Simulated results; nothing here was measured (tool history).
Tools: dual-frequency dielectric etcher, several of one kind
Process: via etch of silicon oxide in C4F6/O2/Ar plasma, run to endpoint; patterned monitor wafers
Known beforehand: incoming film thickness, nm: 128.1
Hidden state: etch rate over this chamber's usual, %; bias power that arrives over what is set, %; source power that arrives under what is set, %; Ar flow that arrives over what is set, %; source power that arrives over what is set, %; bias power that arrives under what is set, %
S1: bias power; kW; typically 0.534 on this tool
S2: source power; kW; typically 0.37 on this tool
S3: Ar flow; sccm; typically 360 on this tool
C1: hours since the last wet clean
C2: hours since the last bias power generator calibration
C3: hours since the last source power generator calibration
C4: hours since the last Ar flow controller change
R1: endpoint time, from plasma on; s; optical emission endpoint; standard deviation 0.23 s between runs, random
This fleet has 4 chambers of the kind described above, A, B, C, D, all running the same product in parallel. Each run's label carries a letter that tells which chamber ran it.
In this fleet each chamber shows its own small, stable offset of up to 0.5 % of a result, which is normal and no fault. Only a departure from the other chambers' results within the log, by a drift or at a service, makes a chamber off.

run	hour	S1	S2	S3	C1	C2	C3	C4	R1
1B	6.4	0.534	0.37	360	40.9	583.6	367.3	941.8	28.727
2C	10.1	0.534	0.37	360	491.5	1446.7	2083.5	1005.4	28.894
3D	14.7	0.534	0.37	360	500	2026.3	3220.4	4065.4	28.881
4A	19.2	0.534	0.37	360	45.2	3173.3	2189.1	1682.4	28.683
5D	26.7	0.534	0.45	440	512	2038.3	3232.4	4077.4	27.675
6A	30.7	0.534	0.45	440	56.7	3184.8	2200.6	1693.9	27.642
7C	36.3	0.534	0.45	440	517.7	1472.9	2109.7	1031.6	27.434
8B	43.5	0.534	0.45	440	78	620.7	404.4	978.9	27.411
9C	47.3	0.534	0.37	360	528.7	1483.9	2120.7	1042.6	28.768
10B	53.4	0.534	0.37	360	87.9	630.6	414.3	988.8	28.698
11D	57.9	0.534	0.37	360	543.2	2069.5	3263.6	4108.6	28.79
12A	64.4	0.534	0.37	360	90.4	3218.5	2234.3	1727.6	28.645
13B	69.5	0.534	0.37	360	104	646.7	430.4	1004.9	28.796
14D	75.6	0.534	0.37	360	560.9	2087.2	3281.3	4126.3	29.046
15A	80.7	0.534	0.37	360	106.7	3234.8	2250.6	1743.9	28.511
16C	88.3	0.491	0.29	360	569.7	1524.9	2161.7	1083.6	32.291
17B	92.7	0.491	0.29	360	127.2	669.9	453.6	1028.1	32.853
18C	98.3	0.491	0.29	360	579.7	1534.9	2171.7	1093.6	32.352
19D	101.7	0.491	0.29	360	587	2113.3	3307.4	4152.4	33.102
20A	105.5	0.534	0.33	429	131.5	3259.6	2275.4	1768.7	31.264
21C	110.3	0.534	0.33	429	591.7	1546.9	2183.7	1105.6	30.182
22B	115.2	0.534	0.33	429	149.7	692.4	476.1	1050.6	30.551
23A	119.4	0.534	0.33	429	145.4	3273.5	2289.3	1782.6	30.745
# hour 120.1: chamber C: wet clean of the chamber
24D	123.8	0.534	0.37	360	609.1	2135.4	3329.5	4174.5	29.076
25C	127.6	0.534	0.37	360	7.5	1564.2	2201	1122.9	28.81
26D	134.4	0.534	0.29	360	619.7	2146	3340.1	4185.1	31.928
27B	140.7	0.534	0.29	360	175.2	717.9	501.6	1076.1	31.261
28A	145.9	0.534	0.29	360	171.9	3300	2315.8	1809.1	31.616
29C	152.3	0.534	0.29	360	32.2	1588.9	2225.7	1147.6	31.471
# hour 157.2: chamber D: wet clean of the chamber
30B	158.4	0.534	0.37	360	192.9	735.6	519.3	1093.8	29.05
31D	166.1	0.534	0.31	360	8.9	2177.7	3371.8	4216.8	30.969
32A	173.1	0.534	0.31	360	199.1	3327.2	2343	1836.3	30.761
33D	179	0.534	0.31	360	21.8	2190.6	3384.7	4229.7	30.914
34C	186.8	0.534	0.31	360	66.7	1623.4	2260.2	1182.1	30.749
35B	190.6	0.534	0.37	360	225.1	767.8	551.5	1126	28.694
36A	194.9	0.41	0.37	436	220.9	3349	2364.8	1858.1	32.428
37B	199.6	0.41	0.37	436	234.1	776.8	560.5	1135	32.635
38D	204.1	0.41	0.37	436	46.9	2215.7	3409.8	4254.8	33.134
39C	210.4	0.41	0.37	436	90.3	1647	2283.8	1205.7	32.543
40A	215.9	0.534	0.37	360	241.9	3370	2385.8	1879.1	29.143

Is one chamber off against the others, does the gauge drift, or is nothing wrong? If a chamber is off, say which, and what the likeliest cause is.

Beyond each chamber's small constant offset nothing stands out, and the gauge stays steady.
